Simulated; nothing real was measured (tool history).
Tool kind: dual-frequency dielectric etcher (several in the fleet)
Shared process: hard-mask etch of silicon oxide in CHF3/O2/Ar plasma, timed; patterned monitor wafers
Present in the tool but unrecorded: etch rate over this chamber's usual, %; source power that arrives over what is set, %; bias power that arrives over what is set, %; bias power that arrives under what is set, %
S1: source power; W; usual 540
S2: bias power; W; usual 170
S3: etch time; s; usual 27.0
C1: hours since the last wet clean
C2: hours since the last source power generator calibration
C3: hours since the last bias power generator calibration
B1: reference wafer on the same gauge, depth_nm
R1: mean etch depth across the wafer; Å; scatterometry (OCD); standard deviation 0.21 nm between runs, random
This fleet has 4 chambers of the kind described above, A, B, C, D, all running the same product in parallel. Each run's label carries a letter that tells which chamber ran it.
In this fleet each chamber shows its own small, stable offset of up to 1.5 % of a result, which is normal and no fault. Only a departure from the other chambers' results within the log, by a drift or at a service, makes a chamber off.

run,hour,S1,S2,S3,C1,C2,C3,B1,R1
1A,8.3,540,170,27.0,410.6,1731.3,2097.6,41.609,500.07
2D,18.8,540,170,27.0,212.6,1476.7,2527.2,41.560,496.19
3C,26.1,540,170,27.0,247.4,2088.4,129.2,41.552,494.81
4B,37.0,540,170,27.0,338.4,807.3,2390.5,41.593,506.16
# hour 40.1: chamber C: source power generator calibrated
5C,46.0,460,170,30.0,267.3,6.0,149.1,41.646,523.45
6B,58.5,460,170,30.0,359.9,828.8,2412.0,41.580,532.19
7D,67.6,460,170,30.0,261.4,1525.5,2576.0,41.576,522.91
8A,79.9,460,170,30.0,482.2,1802.9,2169.2,41.607,522.07
9C,90.9,540,140,22.5,312.2,50.9,194.0,41.591,389.10
10A,98.8,540,140,22.5,501.1,1821.8,2188.1,41.611,392.28
11B,108.2,540,140,22.5,409.6,878.5,2461.7,41.579,397.74
12D,115.6,540,140,22.5,309.4,1573.5,2624.0,41.576,386.37
13A,124.0,540,170,34.0,526.3,1847.0,2213.3,41.591,632.57
14B,136.1,540,170,34.0,437.5,906.4,2489.6,41.635,636.73
15C,145.0,540,170,34.0,366.3,105.0,248.1,41.568,622.08
16D,153.0,540,170,34.0,346.8,1610.9,2661.4,41.576,627.20
17A,164.9,540,170,27.0,567.2,1887.9,2254.2,41.585,503.03
18B,175.2,540,170,27.0,476.6,945.5,2528.7,41.633,506.06
19D,186.9,540,170,27.0,380.7,1644.8,2695.3,41.640,498.65
20C,200.0,540,170,27.0,421.3,160.0,303.1,41.596,497.84
21B,212.9,540,170,27.0,514.3,983.2,2566.4,41.602,505.78
22D,225.0,540,170,27.0,418.8,1682.9,2733.4,41.604,500.27
23A,239.2,540,170,27.0,641.5,1962.2,2328.5,41.610,501.53
# hour 241.4: chamber B: wet clean of the chamber
24C,250.0,540,170,27.0,471.3,210.0,353.1,41.561,502.17
25B,256.5,540,170,27.0,15.1,1026.8,2610.0,41.570,517.07
# hour 259.2: chamber A: wet clean of the chamber
26D,267.6,450,192,27.0,461.4,1725.5,2776.0,41.597,484.87
27A,274.6,450,192,27.0,15.5,1997.6,2363.9,41.551,487.04
28C,285.7,450,192,27.0,507.0,245.7,388.8,41.619,486.65
29C,299.6,450,192,27.0,520.9,259.6,402.7,41.636,481.70
30B,310.6,540,170,27.0,69.2,1080.9,2664.1,41.594,520.46
# hour 317.8: chamber D: wet clean of the chamber
31A,322.2,540,170,27.0,63.1,2045.2,2411.5,41.614,501.74
32D,330.6,540,170,27.0,12.8,1788.5,2839.0,41.601,496.97
33B,345.3,540,170,27.0,103.9,1115.6,2698.8,41.568,520.72
34A,355.2,540,170,27.0,96.1,2078.2,2444.5,41.574,500.26
35C,365.9,540,170,27.0,587.2,325.9,469.0,41.595,503.23
36D,374.3,540,170,27.0,56.5,1832.2,2882.7,41.539,500.13
37D,384.0,590,170,22.5,66.2,1841.9,2892.4,41.579,427.64

Predict what each chamber gives when all 4 of them run the settings below next.
38A,394.6,540,170,27.0,,,,,?
38B,394.6,540,170,27.0,,,,,?
38C,394.6,540,170,27.0,,,,,?
38D,394.6,540,170,27.0,,,,,?

run,R1
38A,506.73
38B,516.89
38C,501.89
38D,497.65

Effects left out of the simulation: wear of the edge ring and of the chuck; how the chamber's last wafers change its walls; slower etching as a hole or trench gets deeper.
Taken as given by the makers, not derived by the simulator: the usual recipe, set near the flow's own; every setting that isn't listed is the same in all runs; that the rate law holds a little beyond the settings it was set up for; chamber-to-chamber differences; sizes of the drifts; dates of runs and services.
